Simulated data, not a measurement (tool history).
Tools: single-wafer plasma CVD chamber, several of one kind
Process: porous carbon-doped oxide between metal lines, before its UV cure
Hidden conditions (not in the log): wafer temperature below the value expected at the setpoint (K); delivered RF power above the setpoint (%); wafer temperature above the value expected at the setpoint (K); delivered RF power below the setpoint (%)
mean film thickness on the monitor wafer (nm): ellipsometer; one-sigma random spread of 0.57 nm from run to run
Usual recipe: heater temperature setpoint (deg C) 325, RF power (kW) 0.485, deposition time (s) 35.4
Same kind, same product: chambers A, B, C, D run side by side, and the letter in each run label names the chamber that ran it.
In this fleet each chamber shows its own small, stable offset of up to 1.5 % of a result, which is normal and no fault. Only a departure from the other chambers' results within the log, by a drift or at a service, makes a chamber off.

run	hour	heater temperature setpoint (deg C)	RF power (kW)	deposition time (s)	hours since the last thermocouple change	hours since the last RF generator calibration	read-back reference wafer on the same gauge, thickness_nm	mean film thickness on the monitor wafer (nm)
1A	8.4	325	0.485	35.4	203.9	1012.9	183.93	162.6
2D	15.5	325	0.485	35.4	150.7	803.6	183.88	162.49
3C	24.4	325	0.485	35.4	1115.1	988.8	184.14	162.32
4B	32.9	325	0.485	35.4	434.8	1407.4	184.09	166.74
5C	38	325	0.485	35.4	1128.7	1002.4	184.21	162.5
6B	44.2	325	0.485	35.4	446.1	1418.7	184.12	165.41
7D	50.1	339	0.485	35.4	185.3	838.2	183.95	152.6
8A	56.1	339	0.485	35.4	251.6	1060.6	184.12	152.39
9C	60.9	339	0.485	35.4	1151.6	1025.3	184.06	152.66
10D	68.5	339	0.485	35.4	203.7	856.6	184.1	153.77
11A	74.5	325	0.485	35.4	270	1079	184.11	162.34
12B	81.7	325	0.485	35.4	483.6	1456.2	184.17	166.09
13C	88.8	325	0.485	38.9	1179.5	1053.2	183.84	177.07
14A	97.7	325	0.485	38.9	293.2	1102.2	183.94	177.81
15B	105.7	325	0.485	38.9	507.6	1480.2	183.91	181.55
16D	112.5	325	0.485	38.9	247.7	900.6	184.03	177.86
17C	121.2	325	0.485	35.4	1211.9	1085.6	184.05	161.2
18B	127.8	325	0.485	35.4	529.7	1502.3	183.95	165.61
19D	134.5	325	0.485	40.5	269.7	922.6	183.86	185.8
20A	138.6	325	0.485	40.5	334.1	1143.1	183.93	185.29
21A	144	325	0.485	40.5	339.5	1148.5	184.13	185.37
22C	150.9	325	0.485	40.5	1241.6	1115.3	183.89	184.76
23B	157.6	325	0.485	35.4	559.5	1532.1	184.08	165.14
24D	166.4	325	0.485	35.4	301.6	954.5	183.84	163.15
25D	175.4	325	0.485	35.4	310.6	963.5	184.17	163.18
26A	180.7	325	0.485	35.4	376.2	1185.2	183.88	163.58
27C	188.1	325	0.485	35.4	1278.8	1152.5	183.94	161.66
28B	194.3	325	0.485	35.4	596.2	1568.8	183.8	164.91
29D	200.8	325	0.485	35.4	336	988.9	184.08	163.25
30C	208.3	325	0.485	35.4	1299	1172.7	183.77	161.8
31B	213.7	325	0.485	35.4	615.6	1588.2	184.03	165.26
32A	219.5	325	0.485	35.4	415	1224	183.91	162.98
33B	226.8	325	0.485	35.4	628.7	1601.3	184.05	165.19
34D	232.9	325	0.485	35.4	368.1	1021	183.91	162.22
35A	241.2	325	0.485	35.4	436.7	1245.7	183.98	162.33

One chamber off, gauge drift, or nothing amiss beyond the chambers' own small offsets? If it is a chamber, which one, and what is the likeliest cause?

Nothing is wrong: each chamber keeps only its own small, steady offset and the gauge holds still.
